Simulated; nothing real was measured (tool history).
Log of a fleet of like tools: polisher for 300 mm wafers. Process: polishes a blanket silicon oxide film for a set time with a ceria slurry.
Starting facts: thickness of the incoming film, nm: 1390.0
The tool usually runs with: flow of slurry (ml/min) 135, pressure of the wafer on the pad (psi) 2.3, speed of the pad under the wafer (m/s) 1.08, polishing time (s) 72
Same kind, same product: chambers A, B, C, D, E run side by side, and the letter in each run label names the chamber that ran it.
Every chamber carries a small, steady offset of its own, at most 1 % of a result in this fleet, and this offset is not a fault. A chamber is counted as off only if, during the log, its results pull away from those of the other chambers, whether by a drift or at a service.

run   hour  flow of slurry (ml/min)  pressure of the wafer on the pad (psi)  speed of the pad under the wafer (m/s)  polishing time (s)  wafers polished on this pad  hours since the slurry nozzle was cleaned  hours since the head pressure was calibrated  film removed (Å)
 1E    7.6                      135                                     2.3                                    1.08                  72                          785                                      289.9                                         391.4            2270.0
 2D   13.4                      135                                     2.3                                    1.08                  72                          891                                      186.7                                          17.1            2323.1
 3C   23.5                      135                                     2.3                                    1.08                  72                          558                                      136.5                                         922.4            2359.6
 4B   31.6                      135                                     2.3                                    1.08                  72                          538                                      346.2                                         624.8            2312.6
 5A   38.0                      135                                     2.3                                    1.08                  72                          539                                      114.2                                         895.1            2342.5
      39.5  -- chamber E: worn pad replaced by a new one
 6D   46.2                      135                                     2.3                                    1.08                  72                         1204                                      219.5                                          49.9            2348.3
      53.6  -- chamber A: worn pad replaced by a new one
 7C   56.2                      135                                     2.3                                    0.82                  81                          869                                      169.2                                         955.1            1972.8
 8E   67.3                      135                                     2.3                                    0.82                  81                          265                                      349.6                                         451.1            2019.5
      69.8  -- chamber B: slurry nozzle cleaned
 9B   72.8                      135                                     2.3                                    0.82                  81                          930                                        3.1                                         666.0            1975.3
10A   79.5                      135                                     2.3                                    0.82                  81                          247                                      155.7                                         936.6            2016.5
      87.9  -- chamber C: worn pad replaced by a new one
11A   88.7                      135                                     2.3                                    0.82                  81                          335                                      164.9                                         945.8            1992.4
12C  100.5                      135                                     2.3                                    1.08                  72                          120                                      213.5                                         999.4            2312.7
13E  109.7                      135                                     2.7                                    1.08                  72                          670                                      392.0                                         493.5            2722.7
     117.0  -- chamber A: head pressure recalibrated
     121.4  -- chamber A: worn pad replaced by a new one
14D  122.0                      135                                     2.7                                    1.08                  72                         1927                                      295.3                                         125.7            2677.9
15B  129.6                      135                                     2.7                                    1.08                  72                         1472                                       59.9                                         722.8            2686.1
     135.9  -- chamber B: worn pad replaced by a new one
16D  137.9                      135                                     2.7                                    1.08                  72                         2079                                      311.2                                         141.6            2703.4
17A  147.4                      135                                     2.7                                    1.08                  72                          248                                      223.6                                          30.4            2652.7
18B  155.4                      135                                     2.3                                    1.08                  72                          186                                       85.7                                         748.6            2316.0
     158.3  -- chamber E: worn pad replaced by a new one
19C  167.2                      135                                     2.3                                    1.08                  72                          756                                      280.2                                        1066.1            2317.5
20E  178.0                      135                                     2.3                                    1.08                  72                          187                                      460.3                                         561.8            2277.3
21A  186.1                      135                                     2.3                                    1.08                  72                          617                                      262.3                                          69.1            2320.3
     193.2  -- chamber C: worn pad replaced by a new one
22B  198.2                      135                                     2.3                                    1.08                  72                          594                                      128.5                                         791.4            2342.4
     208.3  -- chamber A: worn pad replaced by a new one
23E  209.3                      135                                     2.3                                    1.08                  72                          486                                      491.6                                         593.1            2319.6
24D  217.5                      135                                     2.3                                    1.08                  72                         2838                                      390.8                                         221.2            2240.4
25C  228.1                      135                                     2.3                                    1.08                  72                          333                                      341.1                                        1127.0            2290.5
26B  240.2                      135                                     2.3                                    1.08                  72                          994                                      170.5                                         833.4            2281.3
27C  250.0                      135                                     2.3                                    1.08                  72                          542                                      363.0                                        1148.9            2293.1
28D  257.7                      135                                     2.3                                    1.08                  72                         3221                                      431.0                                         261.4            2242.4
29E  266.5                      135                                     2.3                                    0.86                  72                         1031                                      548.8                                         650.3            1832.6
30A  275.6                      135                                     2.3                                    0.86                  72                          642                                      351.8                                         158.6            1838.8
     281.0  -- chamber A: worn pad replaced by a new one
31A  281.1                      135                                     2.3                                    0.86                  72                            1                                      357.3                                         164.1            1874.5
32C  286.5                      135                                     2.3                                    0.86                  72                          890                                      399.5                                        1185.4            1863.4

Read the log: is a single chamber off, either drifting away or since a service, is the gauge that measures every chamber drifting, or is nothing wrong beyond small per-chamber offsets? Name any odd chamber and what most likely caused it.

Chamber D drifts away from the others.
What lies behind it: removal rate lost through wear of the pad, % = 6.49.
From this log alone, it may not be told apart from: slurry flow missing at the pad, %; head's pressure below its setpoint, %.

Chamber D could run next with any of the 4 candidate recipes listed below; each alters the usual settings, and their results appear as question marks. Which one brings its results back in line with what the other chambers deliver on the usual settings?
In-line tolerance around the mean of the other chambers on the usual settings: film removed (Å) 83.0
33D-1  295.5                      135                                     2.4                                    1.16                  72                                                                                                                                       ?
33D-2  295.5                       80                                     2.3                                    1.08                  72                                                                                                                                       ?
33D-3  295.5                      135                                     2.2                                    1.08                  72                                                                                                                                       ?
33D-4  295.5                      135                                     2.3                                    1.10                  74                                                                                                                                       ?

Other chambers, usual settings, mean: film removed (Å) 2299.2
  run  film removed (Å)
33D-1            2460.6
33D-2            1930.1
33D-3            2099.3
33D-4            2297.7
It is 33D-4 that realigns the chamber with its peers.
